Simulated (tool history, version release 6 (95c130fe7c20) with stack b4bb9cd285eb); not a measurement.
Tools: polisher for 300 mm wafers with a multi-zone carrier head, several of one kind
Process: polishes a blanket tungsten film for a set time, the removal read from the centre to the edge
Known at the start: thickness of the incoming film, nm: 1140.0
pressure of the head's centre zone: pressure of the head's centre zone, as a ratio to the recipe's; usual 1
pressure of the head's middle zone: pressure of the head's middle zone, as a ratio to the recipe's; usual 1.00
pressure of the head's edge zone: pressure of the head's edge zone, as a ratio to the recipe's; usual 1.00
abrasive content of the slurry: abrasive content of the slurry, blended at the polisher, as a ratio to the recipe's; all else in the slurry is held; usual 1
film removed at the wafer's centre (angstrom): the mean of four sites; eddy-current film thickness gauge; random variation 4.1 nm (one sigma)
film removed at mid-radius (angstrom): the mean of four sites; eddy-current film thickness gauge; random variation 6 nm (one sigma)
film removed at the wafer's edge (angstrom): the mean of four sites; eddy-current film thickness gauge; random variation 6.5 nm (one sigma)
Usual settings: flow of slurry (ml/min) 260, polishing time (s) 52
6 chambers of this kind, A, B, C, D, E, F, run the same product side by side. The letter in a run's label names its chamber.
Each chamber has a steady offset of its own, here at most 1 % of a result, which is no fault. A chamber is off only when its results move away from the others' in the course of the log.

| run | hour | flow of slurry (ml/min) | pressure of the head's centre zone | pressure of the head's middle zone | pressure of the head's edge zone | abrasive content of the slurry | polishing time (s) | film removed at the wafer's centre (angstrom) | film removed at mid-radius (angstrom) | film removed at the wafer's edge (angstrom) |
|---|---|---|---|---|---|---|---|---|---|---|
| 1D | 3.2 | 260 | 1 | 1.00 | 1.00 | 1 | 52 | 4829.3 | 4852.4 | 4763.0 |
| 2B | 7.0 | 260 | 1 | 1.00 | 1.00 | 1 | 52 | 4900.3 | 4794.4 | 4805.5 |
| 3F | 10.3 | 260 | 1 | 1.00 | 1.00 | 1 | 52 | 4886.7 | 4932.7 | 4837.4 |
|  | 12.3 | chamber A: worn pad replaced by a new one |
| 4C | 14.2 | 260 | 1 | 1.00 | 1.00 | 1 | 52 | 4762.9 | 4893.0 | 4927.3 |
| 5E | 17.4 | 260 | 1 | 1.00 | 1.00 | 1 | 52 | 4834.7 | 4873.6 | 4901.1 |
|  | 21.2 | chamber E: worn pad replaced by a new one |
|  | 21.4 | chamber D: worn pad replaced by a new one |
|  | 21.6 | chamber C: worn pad replaced by a new one |
| 6A | 22.1 | 260 | 1 | 1.00 | 1.00 | 1 | 52 | 4865.5 | 4836.5 | 4866.2 |
| 7D | 27.9 | 260 | 1 | 1.00 | 1.00 | 1 | 52 | 4866.0 | 4807.1 | 4781.9 |
| 8B | 31.9 | 260 | 1 | 1.00 | 0.95 | 1 | 65 | 6022.6 | 5969.8 | 5948.4 |
| 9F | 36.8 | 260 | 1 | 1.00 | 0.95 | 1 | 65 | 6100.0 | 5899.9 | 5893.7 |
| 10E | 41.0 | 260 | 1 | 1.00 | 0.95 | 1 | 65 | 6048.9 | 6225.6 | 6033.9 |
|  | 44.1 | chamber F: worn pad replaced by a new one |
| 11C | 44.2 | 260 | 1 | 1.00 | 0.95 | 1 | 65 | 6042.4 | 6121.0 | 5763.0 |
| 12A | 49.0 | 260 | 1 | 1.00 | 0.95 | 1 | 65 | 6102.1 | 6044.7 | 5793.7 |
| 13D | 52.6 | 260 | 1 | 1.00 | 0.95 | 1 | 65 | 6016.8 | 6106.6 | 5986.4 |
| 14E | 56.6 | 260 | 1 | 1.00 | 1.00 | 1 | 52 | 4851.5 | 4862.1 | 4751.9 |
|  | 57.0 | chamber F: slurry nozzle cleaned |
| 15C | 59.7 | 260 | 1 | 1.00 | 1.00 | 1 | 52 | 4872.9 | 4908.4 | 4834.9 |
| 16B | 64.7 | 260 | 1 | 1.00 | 1.00 | 1 | 52 | 4861.7 | 4680.8 | 4829.9 |
|  | 65.2 | chamber A: worn pad replaced by a new one |
|  | 67.0 | chamber B: worn pad replaced by a new one |
| 17A | 68.1 | 260 | 1 | 0.91 | 1.00 | 1 | 69 | 6524.3 | 5797.4 | 6542.3 |
| 18F | 70.7 | 260 | 1 | 0.91 | 1.00 | 1 | 69 | 6477.6 | 5901.6 | 6477.5 |
| 19D | 76.5 | 260 | 1 | 0.91 | 1.00 | 1 | 69 | 6396.8 | 5887.4 | 6408.5 |
|  | 77.3 | chamber D: worn pad replaced by a new one |
| 20F | 80.2 | 260 | 1 | 0.91 | 1.00 | 1 | 69 | 6423.0 | 5929.2 | 6467.3 |
| 21E | 83.6 | 260 | 1 | 0.91 | 1.00 | 1 | 69 | 6294.4 | 5847.1 | 6372.1 |
| 22C | 87.3 | 260 | 1 | 0.91 | 1.00 | 1 | 69 | 6529.9 | 5870.6 | 6347.3 |
| 23B | 91.9 | 260 | 1 | 1.00 | 1.00 | 1 | 52 | 4875.7 | 4822.3 | 4809.2 |
|  | 95.9 | chamber C: worn pad replaced by a new one |
|  | 97.0 | chamber F: worn pad replaced by a new one |
| 24A | 97.5 | 260 | 1 | 1.00 | 1.00 | 1 | 52 | 4882.7 | 4780.6 | 4881.0 |
|  | 101.1 | chamber F: centre zone pressure recalibrated |
| 25E | 101.3 | 260 | 1 | 1.00 | 1.00 | 1 | 52 | 4820.0 | 4937.4 | 4817.2 |
| 26B | 106.6 | 260 | 1 | 1.00 | 1.00 | 1 | 52 | 4886.7 | 4750.7 | 4873.1 |
|  | 111.5 | chamber E: worn pad replaced by a new one |
| 27C | 112.1 | 260 | 1 | 1.00 | 1.00 | 1 | 52 | 4852.9 | 4946.8 | 4966.3 |
| 28D | 115.9 | 260 | 1 | 1.00 | 1.00 | 1 | 52 | 4802.6 | 4785.3 | 4858.9 |
| 29A | 120.2 | 260 | 1 | 1.00 | 1.00 | 1 | 52 | 4945.7 | 4788.6 | 4967.3 |
| 30F | 125.7 | 260 | 1 | 1.00 | 1.00 | 1 | 52 | 4883.4 | 4804.2 | 4903.0 |
|  | 127.4 | chamber A: worn pad replaced by a new one |
| 31D | 129.4 | 260 | 1 | 1.00 | 1.00 | 1 | 52 | 4775.1 | 4874.6 | 4804.6 |
| 32F | 133.6 | 260 | 1 | 1.00 | 1.00 | 1 | 52 | 4874.5 | 4822.1 | 4781.2 |
| 33C | 138.2 | 260 | 1 | 1.00 | 1.00 | 1 | 52 | 4816.2 | 4803.6 | 4835.5 |
| 34B | 143.8 | 260 | 1 | 1.00 | 1.00 | 1 | 52 | 4782.1 | 4822.5 | 4919.5 |
| 35E | 148.8 | 260 | 1 | 1.00 | 1.00 | 1 | 52 | 4577.9 | 4914.4 | 4742.0 |
| 36A | 152.7 | 260 | 1 | 1.00 | 1.00 | 1 | 52 | 4827.9 | 4814.9 | 4854.1 |
| 37E | 156.7 | 190 | 1 | 1.00 | 1.00 | 1 | 37 | 3153.7 | 3339.4 | 3326.7 |
| 38F | 159.5 | 190 | 1 | 1.00 | 1.00 | 1 | 37 | 3305.9 | 3346.4 | 3365.1 |

All 6 chambers run these settings next. Forecast each chamber's results:
| 39A | 163.8 | 260 | 1 | 1.11 | 1.00 | 1 | 52 | ? | ? | ? |
| 39B | 163.8 | 260 | 1 | 1.11 | 1.00 | 1 | 52 | ? | ? | ? |
| 39C | 163.8 | 260 | 1 | 1.11 | 1.00 | 1 | 52 | ? | ? | ? |
| 39D | 163.8 | 260 | 1 | 1.11 | 1.00 | 1 | 52 | ? | ? | ? |
| 39E | 163.8 | 260 | 1 | 1.11 | 1.00 | 1 | 52 | ? | ? | ? |
| 39F | 163.8 | 260 | 1 | 1.11 | 1.00 | 1 | 52 | ? | ? | ? |

| run | film removed at the wafer's centre (angstrom) | film removed at mid-radius (angstrom) | film removed at the wafer's edge (angstrom) |
|---|---|---|---|
| 39A | 4910.0 | 5185.5 | 4746.7 |
| 39B | 4878.2 | 5245.7 | 4724.3 |
| 39C | 4833.6 | 5487.8 | 4904.2 |
| 39D | 4875.3 | 5335.0 | 4829.0 |
| 39E | 4560.4 | 5363.1 | 4794.2 |
| 39F | 4948.5 | 5448.8 | 4845.7 |

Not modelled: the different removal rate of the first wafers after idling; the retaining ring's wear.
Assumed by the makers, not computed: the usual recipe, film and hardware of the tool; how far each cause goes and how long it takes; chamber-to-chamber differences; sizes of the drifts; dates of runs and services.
